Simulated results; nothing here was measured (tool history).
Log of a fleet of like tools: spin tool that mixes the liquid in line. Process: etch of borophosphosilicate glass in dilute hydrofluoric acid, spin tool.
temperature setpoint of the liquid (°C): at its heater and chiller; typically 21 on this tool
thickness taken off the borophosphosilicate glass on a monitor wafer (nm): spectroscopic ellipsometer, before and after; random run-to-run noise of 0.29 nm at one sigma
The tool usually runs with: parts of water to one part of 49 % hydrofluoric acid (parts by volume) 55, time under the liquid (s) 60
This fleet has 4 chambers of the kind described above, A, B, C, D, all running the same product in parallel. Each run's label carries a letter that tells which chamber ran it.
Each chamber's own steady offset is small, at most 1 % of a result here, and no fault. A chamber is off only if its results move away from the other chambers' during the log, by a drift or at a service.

run	hour	temperature setpoint of the liquid (°C)	parts of water to one part of 49 % hydrofluoric acid (parts by volume)	time under the liquid (s)	hours since the thermometer was replaced	hours since the hydrofluoric acid flow meter was replaced	read-back film thickness of the borophosphosilicate glass reference wafer, read on the same gauge (nm)	thickness taken off the borophosphosilicate glass on a monitor wafer (nm)
1C	4.8	21	55	60	682.4	1501.2	150	52.836
2D	12.7	21	55	60	365.5	1040.7	149.97	53.302
3A	21.1	21	55	60	426.1	269.4	149.98	53.509
4B	26.9	21	55	60	282.9	524	149.99	53.711
# hour 32.4: chamber D: hydrofluoric acid flow meter replaced
5B	34.4	21	55	60	290.4	531.5	150.02	52.911
6C	39.8	21	55	60	717.4	1536.2	149.97	52.831
7D	44.4	21	55	30	397.2	12	150	26.915
8A	53.4	21	55	30	458.4	301.7	150.02	26.865
9B	60.8	21	55	30	316.8	557.9	150.02	26.331
# hour 69.7: chamber C: thermometer replaced
10D	70.4	21	55	30	423.2	38	150	26.863
11C	78.4	21	55	60	8.7	1574.8	150.03	53.135
12A	84.8	21	55	60	489.8	333.1	149.99	53.427
13B	93.6	21	55	60	349.6	590.7	150.05	52.931
14C	102.4	21	55	60	32.7	1598.8	150.01	53.567
15D	112.7	21	55	60	465.5	80.3	150.01	53.569
16A	119	21	55	60	524	367.3	149.99	53.666
17C	125.1	21	55	60	55.4	1621.5	150	53.317
18B	133.8	21	55	60	389.8	630.9	150.01	53.149
19A	140.9	21	55	60	545.9	389.2	150.02	53.217
20D	146.1	21	55	60	498.9	113.7	150	53.302
21A	154.5	17.5	35	60	559.5	402.8	150	74.85
22C	164.8	17.5	35	60	95.1	1661.2	150	73.025
23D	173.4	17.5	35	60	526.2	141	150.01	74.106
24B	182.9	17.5	35	60	438.9	680	150	74.3
25D	188.4	21	55	60	541.2	156	150	53.145
26A	194.2	21	55	60	599.2	442.5	149.99	53.823
27C	202.6	21	55	60	132.9	1699	149.99	52.71
28B	209.9	21	55	60	465.9	707	150.02	53.402
29D	218.5	21	55	60	571.3	186.1	149.99	53.417
30C	224.6	21	55	60	154.9	1721	149.98	52.861
31A	232.5	21	55	60	637.5	480.8	150	53.352
32B	242.5	21	55	60	498.5	739.6	149.99	53.254

Next, all 4 chambers run the settings below, one line each with question marks for the results. What does each chamber give?
33A	250	21	55	60				?
33B	250	21	55	60				?
33C	250	21	55	60				?
33D	250	21	55	60				?

run	thickness taken off the borophosphosilicate glass on a monitor wafer (nm)
33A	53.947
33B	53.202
33C	53.081
33D	53.842
